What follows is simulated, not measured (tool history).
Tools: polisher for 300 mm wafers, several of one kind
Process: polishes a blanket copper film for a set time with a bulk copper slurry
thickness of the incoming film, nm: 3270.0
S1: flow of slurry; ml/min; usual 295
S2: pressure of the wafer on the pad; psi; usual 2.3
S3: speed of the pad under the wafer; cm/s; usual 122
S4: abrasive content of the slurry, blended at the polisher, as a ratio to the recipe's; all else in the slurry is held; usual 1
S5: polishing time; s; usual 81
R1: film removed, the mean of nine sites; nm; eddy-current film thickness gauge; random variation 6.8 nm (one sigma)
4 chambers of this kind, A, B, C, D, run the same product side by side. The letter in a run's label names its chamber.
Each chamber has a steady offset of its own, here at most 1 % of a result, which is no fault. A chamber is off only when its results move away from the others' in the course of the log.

{"hour": 4.9, "done": "chamber C: slurry blender recalibrated"}
{"run": "1B", "hour": 5.1, "S1": 295, "S2": 2.3, "S3": 122, "S4": 1, "S5": 81, "R1": 667.37}
{"run": "2D", "hour": 9.1, "S1": 295, "S2": 2.3, "S3": 122, "S4": 1, "S5": 81, "R1": 669.95}
{"run": "3C", "hour": 12.9, "S1": 295, "S2": 2.3, "S3": 122, "S4": 1, "S5": 81, "R1": 690.44}
{"hour": 13.9, "done": "chamber B: worn pad replaced by a new one"}
{"run": "4A", "hour": 17.4, "S1": 295, "S2": 2.3, "S3": 122, "S4": 1, "S5": 81, "R1": 665.86}
{"run": "5B", "hour": 20.7, "S1": 295, "S2": 2.3, "S3": 122, "S4": 1, "S5": 81, "R1": 677.47}
{"run": "6A", "hour": 25.5, "S1": 295, "S2": 2.3, "S3": 122, "S4": 1, "S5": 81, "R1": 662.84}
{"run": "7D", "hour": 30.4, "S1": 295, "S2": 2.3, "S3": 122, "S4": 1, "S5": 54, "R1": 450.22}
{"hour": 33.4, "done": "chamber C: worn pad replaced by a new one"}
{"run": "8C", "hour": 35.1, "S1": 295, "S2": 2.3, "S3": 122, "S4": 1, "S5": 54, "R1": 454.86}
{"run": "9C", "hour": 39.6, "S1": 295, "S2": 2.3, "S3": 122, "S4": 1, "S5": 54, "R1": 453.84}
{"hour": 41.0, "done": "chamber A: worn pad replaced by a new one"}
{"run": "10A", "hour": 44.1, "S1": 295, "S2": 2.3, "S3": 122, "S4": 1, "S5": 54, "R1": 442.29}
{"run": "11B", "hour": 48.5, "S1": 295, "S2": 2.3, "S3": 122, "S4": 1, "S5": 81, "R1": 664.37}
{"run": "12D", "hour": 51.9, "S1": 295, "S2": 2.3, "S3": 122, "S4": 1, "S5": 81, "R1": 679.31}
{"run": "13A", "hour": 54.8, "S1": 295, "S2": 2.3, "S3": 122, "S4": 1, "S5": 81, "R1": 668.7}
{"run": "14B", "hour": 58.2, "S1": 295, "S2": 2.3, "S3": 122, "S4": 1, "S5": 81, "R1": 675.08}
{"hour": 59.4, "done": "chamber D: slurry nozzle cleaned"}
{"run": "15D", "hour": 62.6, "S1": 295, "S2": 2.3, "S3": 122, "S4": 1, "S5": 57, "R1": 472.23}
{"run": "16C", "hour": 65.8, "S1": 295, "S2": 2.3, "S3": 122, "S4": 1, "S5": 57, "R1": 484.91}
{"run": "17A", "hour": 69.8, "S1": 295, "S2": 2.3, "S3": 122, "S4": 1, "S5": 57, "R1": 474.17}
{"hour": 70.3, "done": "chamber B: head pressure recalibrated"}
{"run": "18D", "hour": 73.4, "S1": 295, "S2": 2.3, "S3": 122, "S4": 1, "S5": 57, "R1": 477.32}
{"run": "19B", "hour": 76.8, "S1": 295, "S2": 2.3, "S3": 122, "S4": 1, "S5": 81, "R1": 676.32}
{"run": "20C", "hour": 79.4, "S1": 295, "S2": 2.3, "S3": 122, "S4": 1, "S5": 81, "R1": 674.83}
{"run": "21A", "hour": 82.0, "S1": 295, "S2": 2.3, "S3": 122, "S4": 1, "S5": 81, "R1": 676.22}
{"run": "22C", "hour": 84.8, "S1": 295, "S2": 2.3, "S3": 122, "S4": 1, "S5": 89, "R1": 735.48}
{"hour": 85.6, "done": "chamber B: worn pad replaced by a new one"}
{"run": "23D", "hour": 89.7, "S1": 295, "S2": 2.3, "S3": 122, "S4": 1, "S5": 89, "R1": 749.22}
{"hour": 93.0, "done": "chamber D: slurry blender recalibrated"}
{"run": "24B", "hour": 93.3, "S1": 295, "S2": 2.3, "S3": 122, "S4": 1, "S5": 89, "R1": 755.08}
{"hour": 93.7, "done": "chamber C: worn pad replaced by a new one"}
{"run": "25C", "hour": 98.4, "S1": 295, "S2": 2.3, "S3": 122, "S4": 1, "S5": 89, "R1": 735.34}
{"run": "26B", "hour": 101.6, "S1": 295, "S2": 2.3, "S3": 122, "S4": 1, "S5": 81, "R1": 665.22}
{"run": "27A", "hour": 106.6, "S1": 295, "S2": 2.3, "S3": 122, "S4": 1, "S5": 81, "R1": 670.8}
{"run": "28D", "hour": 108.9, "S1": 295, "S2": 2.3, "S3": 150, "S4": 1, "S5": 81, "R1": 844.81}
{"run": "29C", "hour": 113.5, "S1": 295, "S2": 2.3, "S3": 150, "S4": 1, "S5": 81, "R1": 797.71}
{"hour": 114.2, "done": "chamber A: worn pad replaced by a new one"}
{"run": "30D", "hour": 116.3, "S1": 295, "S2": 2.3, "S3": 150, "S4": 1, "S5": 81, "R1": 836.92}
{"hour": 116.7, "done": "chamber D: worn pad replaced by a new one"}
{"run": "31B", "hour": 120.7, "S1": 295, "S2": 2.3, "S3": 150, "S4": 1, "S5": 81, "R1": 819.38}
{"hour": 121.2, "done": "chamber B: slurry blender recalibrated"}
{"run": "32A", "hour": 125.2, "S1": 295, "S2": 2.3, "S3": 122, "S4": 1, "S5": 81, "R1": 670.49}
{"run": "33A", "hour": 127.4, "S1": 295, "S2": 2.3, "S3": 122, "S4": 1, "S5": 81, "R1": 685.08}
{"run": "34C", "hour": 130.0, "S1": 295, "S2": 2.3, "S3": 122, "S4": 1, "S5": 81, "R1": 631.49}
{"hour": 132.7, "done": "chamber B: slurry nozzle cleaned"}
{"run": "35B", "hour": 132.8, "S1": 295, "S2": 2.3, "S3": 146, "S4": 1, "S5": 81, "R1": 806.26}
{"run": "36D", "hour": 136.5, "S1": 295, "S2": 2.3, "S3": 146, "S4": 1, "S5": 81, "R1": 806.2}
{"run": "37D", "hour": 138.8, "S1": 295, "S2": 2.3, "S3": 146, "S4": 1, "S5": 81, "R1": 809.83}
{"run": "38B", "hour": 141.3, "S1": 295, "S2": 2.3, "S3": 146, "S4": 1, "S5": 81, "R1": 812.23}
{"run": "39A", "hour": 145.9, "S1": 295, "S2": 2.3, "S3": 122, "S4": 1, "S5": 81, "R1": 675.85}
{"run": "40C", "hour": 149.7, "S1": 295, "S2": 2.3, "S3": 122, "S4": 1, "S5": 81, "R1": 623.4}
{"run": "41A", "hour": 154.8, "S1": 295, "S2": 2.3, "S3": 122, "S4": 1, "S5": 81, "R1": 672.24}

What goes on in this fleet: one chamber off, a drifting gauge, or nothing beyond the chambers' own small offsets? Name the chamber and the cause, if any.

Chamber C drifts away from the others.
Cause: head's pressure below its setpoint, % = 8.88.
The log may not tell that from: abrasive missing from the slurry, %.

Here are 4 candidates for chamber C's next run, each the usual settings with a change, their results left as question marks. Which one brings its results back in line with what the others give on the usual settings?
In line means no further than this from the other chambers' mean on the usual settings: R1 24.00 nm
{"run": "42C-1", "hour": 158.5, "S1": 295, "S2": 2.5, "S3": 134, "S4": 1, "S5": 81, "R1": "?"}
{"run": "42C-2", "hour": 158.5, "S1": 295, "S2": 2.2, "S3": 116, "S4": 1, "S5": 81, "R1": "?"}
{"run": "42C-3", "hour": 158.5, "S1": 295, "S2": 1.9, "S3": 122, "S4": 1, "S5": 81, "R1": "?"}
{"run": "42C-4", "hour": 158.5, "S1": 295, "S2": 2.4, "S3": 122, "S4": 1, "S5": 85, "R1": "?"}

The other chambers' mean on the usual settings: R1 674.96 nm
run=42C-1 R1=735.67
run=42C-2 R1=559.42
run=42C-3 R1=506.85
run=42C-4 R1=674.40
42C-4 brings the chamber back in line.

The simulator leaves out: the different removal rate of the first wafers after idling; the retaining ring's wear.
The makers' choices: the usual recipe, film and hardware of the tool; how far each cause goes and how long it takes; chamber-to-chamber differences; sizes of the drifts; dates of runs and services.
